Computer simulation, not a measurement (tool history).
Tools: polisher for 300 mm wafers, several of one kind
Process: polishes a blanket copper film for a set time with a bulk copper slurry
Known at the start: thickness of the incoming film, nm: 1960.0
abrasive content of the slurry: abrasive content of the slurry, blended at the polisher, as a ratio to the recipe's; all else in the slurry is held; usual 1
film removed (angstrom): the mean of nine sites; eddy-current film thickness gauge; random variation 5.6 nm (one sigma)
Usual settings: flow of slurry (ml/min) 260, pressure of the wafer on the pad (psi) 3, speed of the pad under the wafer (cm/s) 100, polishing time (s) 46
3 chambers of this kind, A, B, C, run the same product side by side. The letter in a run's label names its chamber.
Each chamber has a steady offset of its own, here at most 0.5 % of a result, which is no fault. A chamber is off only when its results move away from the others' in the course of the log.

run   hour  flow of slurry (ml/min)  pressure of the wafer on the pad (psi)  speed of the pad under the wafer (cm/s)  abrasive content of the slurry  polishing time (s)  wafers polished on this pad  hours since the slurry nozzle was cleaned  hours since the head pressure was calibrated  hours since the slurry blender was calibrated  film removed (angstrom)
       6.4  -- chamber A: slurry blender recalibrated
 1A      7                      260                                       3                                      100                               1                  46                          924                                      449.2                                          28.1                                            0.6                   4853.7
      10.1  -- chamber A: worn pad replaced by a new one
 2C   18.2                      260                                       3                                      100                               1                  46                          761                                      200.3                                         699.6                                          337.1                   4787.9
 3B   28.8                      260                                       3                                      100                               1                  46                          353                                      419.7                                         453.9                                             50                   4959.8
 4C   36.6                      260                                       3                                      100                               1                  46                          923                                      218.7                                           718                                          355.5                   4818.9
      38.2  -- chamber C: slurry blender recalibrated
 5B   43.7                      260                                       3                                      100                               1                  46                          484                                      434.6                                         468.8                                           64.9                     4968
 6A     52                      260                                       3                                      100                               1                  46                          369                                      494.2                                          73.1                                           45.6                   4835.6
 7A   62.1                      260                                       3                                      100                               1                  46                          458                                      504.3                                          83.2                                           55.7                   4907.6
 8C   73.5                      260                                       3                                       76                            0.85                  46                         1247                                      255.6                                         754.9                                           35.4                   3563.2
      75.5  -- chamber B: slurry nozzle cleaned
 9B   84.6                      260                                       3                                       76                            0.85                  46                          844                                        9.2                                         509.7                                          105.8                   3593.8
      89.7  -- chamber C: worn pad replaced by a new one
10B   94.1                      260                                       3                                       76                            0.85                  46                          927                                       18.7                                         519.2                                          115.3                   3632.1
        96  -- chamber B: worn pad replaced by a new one
      98.5  -- chamber A: slurry nozzle cleaned
11A  103.6                      260                                       3                                      100                               1                  46                          823                                        5.1                                         124.7                                           97.2                   4836.1
12C  112.7                      260                                       3                                      100                               1                  46                          202                                      294.8                                         794.1                                           74.6                   4864.1
13C    120                      260                                       3                                      100                               1                  46                          267                                      302.1                                         801.4                                           81.9                   4913.8
     121.7  -- chamber B: slurry blender recalibrated
     126.5  -- chamber A: worn pad replaced by a new one
14B  131.5                      260                                       3                                      100                               1                  46                          312                                       56.1                                         556.6                                            9.9                   4930.2
15A  141.6                      260                                       3                                      100                               1                  46                          133                                       43.1                                         162.7                                          135.2                   5003.9
16B  151.2                      260                                       3                                      100                               1                  46                          485                                       75.8                                         576.3                                           29.6                   4957.1
17C  162.3                      260                                       3                                      100                               1                  46                          639                                      344.4                                         843.7                                          124.2                   4852.6
18A    169                      260                                       3                                      100                               1                  46                          374                                       70.5                                         190.1                                          162.6                     4809
19B  176.2                      260                                       3                                      100                               1                  46                          705                                      100.8                                         601.3                                           54.6                   4985.6
20C  184.1                      260                                       3                                      100                               1                  46                          831                                      366.2                                         865.5                                            146                   4885.2
21A  190.3                      260                                       3                                      100                               1                  46                          561                                       91.8                                         211.4                                          183.9                   4840.6
     197.6  -- chamber C: head pressure recalibrated
22A  202.9                      260                                       3                                      100                               1                  46                          672                                      104.4                                           224                                          196.5                   4849.8
     205.2  -- chamber B: head pressure recalibrated
     205.9  -- chamber B: worn pad replaced by a new one
23C  215.2                      310                                       3                                      100                               1                  38                         1104                                      397.3                                          17.6                                          177.1                   3642.4
24B  224.7                      310                                       3                                      100                               1                  38                          165                                      149.3                                          19.6                                          103.1                   4074.7
     231.3  -- chamber C: worn pad replaced by a new one
25C  234.7                      310                                       3                                      100                               1                  38                           30                                      416.8                                          37.1                                          196.6                   3676.3
26A  245.1                      260                                       3                                      100                               1                  46                         1043                                      146.6                                         266.2                                          238.7                   4843.5
27B  251.7                      260                                       3                                      100                               1                  46                          403                                      176.3                                          46.6                                          130.1                   4909.3
28C  262.4                      260                                       3                                      100                               1                  46                          274                                      444.5                                          64.8                                          224.3                   4342.7
       264  -- chamber A: worn pad replaced by a new one
29B  271.1                      260                                       3                                      100                               1                  46                          573                                      195.7                                            66                                          149.5                   4939.6
30A  279.2                      260                                       3                                      100                               1                  46                          134                                      180.7                                         300.3                                          272.8                   4763.9
     284.9  -- chamber B: slurry blender recalibrated
31C  285.1                      260                                       3                                      100                               1                  46                          473                                      467.2                                          87.5                                            247                   4375.5
32B  290.5                      260                                       3                                      100                               1                  46                          744                                      215.1                                          85.4                                            5.6                     4857
       298  -- chamber C: slurry nozzle cleaned
33A  301.5                      260                                       3                                      100                               1                  46                          330                                        203                                         322.6                                          295.1                   4928.1
34B  313.5                      295                                     2.2                                      100                               1                  46                          946                                      238.1                                         108.4                                           28.6                   3548.1
35A  319.1                      295                                     2.2                                      100                               1                  46                          485                                      220.6                                         340.2                                          312.7                   3635.3
     323.5  -- chamber B: worn pad replaced by a new one
36C  328.8                      295                                     2.2                                      100                               1                  46                          858                                       30.8                                         131.2                                          290.7                   3268.5
37A  339.5                      260                                       3                                      100                               1                  46                          664                                        241                                         360.6                                          333.1                   4720.2
38B  351.9                      260                                       3                                      100                               1                  46                          250                                      276.5                                         146.8                                             67                   4842.6
     352.2  -- chamber A: slurry blender recalibrated
39C  361.3                      260                                     3.6                                      100                               1                  37                         1144                                       63.3                                         163.7                                          323.2                   4129.4
40A  373.1                      260                                     3.6                                      100                               1                  37                          960                                      274.6                                         394.2                                             21                   4759.1
     381.4  -- chamber C: worn pad replaced by a new one
41C  383.3                      260                                     3.6                                      100                               1                  37                           16                                       85.3                                         185.7                                          345.2                     4132
42B  390.1                      260                                       3                                      100                               1                  46                          586                                      314.7                                           185                                          105.2                   4972.7
43B  397.7                      260                                       3                                      100                               1                  46                          653                                      322.3                                         192.6                                          112.8                     4828

Next, every chamber runs the same settings. What will each give?
44A  406.7                      260                                       3                                      100                             1.2                  46                                                                                                                                                                                             ?
44B  406.7                      260                                       3                                      100                             1.2                  46                                                                                                                                                                                             ?
44C  406.7                      260                                       3                                      100                             1.2                  46                                                                                                                                                                                             ?

run  film removed (angstrom)
44A                   5006.6
44B                   5072.8
44C                   4563.7
